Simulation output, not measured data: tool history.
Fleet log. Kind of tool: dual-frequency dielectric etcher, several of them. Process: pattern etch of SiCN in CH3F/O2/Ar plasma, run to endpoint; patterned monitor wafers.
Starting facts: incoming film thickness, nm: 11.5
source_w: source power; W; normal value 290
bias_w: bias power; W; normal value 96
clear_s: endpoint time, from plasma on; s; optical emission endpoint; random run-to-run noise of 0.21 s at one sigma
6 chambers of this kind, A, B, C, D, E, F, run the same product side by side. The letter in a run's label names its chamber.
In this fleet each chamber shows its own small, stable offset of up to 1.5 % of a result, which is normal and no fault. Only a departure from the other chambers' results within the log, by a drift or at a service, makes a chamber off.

run     day  source_w  bias_w  clear_s
      0.250  -- chamber F: source power generator calibrated
 1B   0.379       290      96   31.197
 2F   0.654       290      96   31.675
 3D   0.967       290      96   31.262
 4E   1.158       290      96   30.932
 5A   1.367       290      96   31.170
 6C   1.767       290      96   30.959
 7E   2.067       290      96   30.761
      2.117  -- chamber D: wet clean of the chamber
 8D   2.279       290     109   28.964
 9A   2.675       290     109   29.452
10C   2.896       290     109   29.142
11B   3.192       290     109   29.866
12F   3.617       290     109   29.972
13C   3.933       290     109   29.067
14A   4.117       290      96   30.676
15B   4.525       290      96   31.281
16F   4.854       290      96   31.596
17D   5.112       290      96   30.843
18E   5.317       290      96   30.890
19C   5.608       290      96   30.417
20F   5.904       290      96   31.258
      6.025  -- chamber C: wet clean of the chamber
21D   6.192       290      96   30.823
22E   6.392       290      96   31.488
23A   6.750       290      96   31.096
24B   7.146       330     112   28.083
25A   7.542       330     112   27.880
26B   7.888       330     112   28.073
27D   8.150       330     112   28.036
28E   8.554       330     112   27.798
29F   8.912       330     112   27.980
30C   9.283       290      80   33.102
31B   9.558       290      80   33.401
32D   9.842       290      80   33.405
33A  10.171       290      80   33.048
     10.571  -- chamber F: wet clean of the chamber
34F  10.588       290      80   33.686
35C  10.850       290      80   32.897
36E  11.075       290      96   30.681
37D  11.321       290      96   30.993
38E  11.554       290      96   31.192
39A  11.742       290      96   30.601
40C  11.933       290      96   30.843
41F  12.192       290      96   31.434

Is one chamber off against the others, does the gauge drift, or is nothing wrong? If a chamber is off, say which, and what the likeliest cause is.

No chamber is off and the gauge is stable; the differences are just each chamber's small, constant offset.

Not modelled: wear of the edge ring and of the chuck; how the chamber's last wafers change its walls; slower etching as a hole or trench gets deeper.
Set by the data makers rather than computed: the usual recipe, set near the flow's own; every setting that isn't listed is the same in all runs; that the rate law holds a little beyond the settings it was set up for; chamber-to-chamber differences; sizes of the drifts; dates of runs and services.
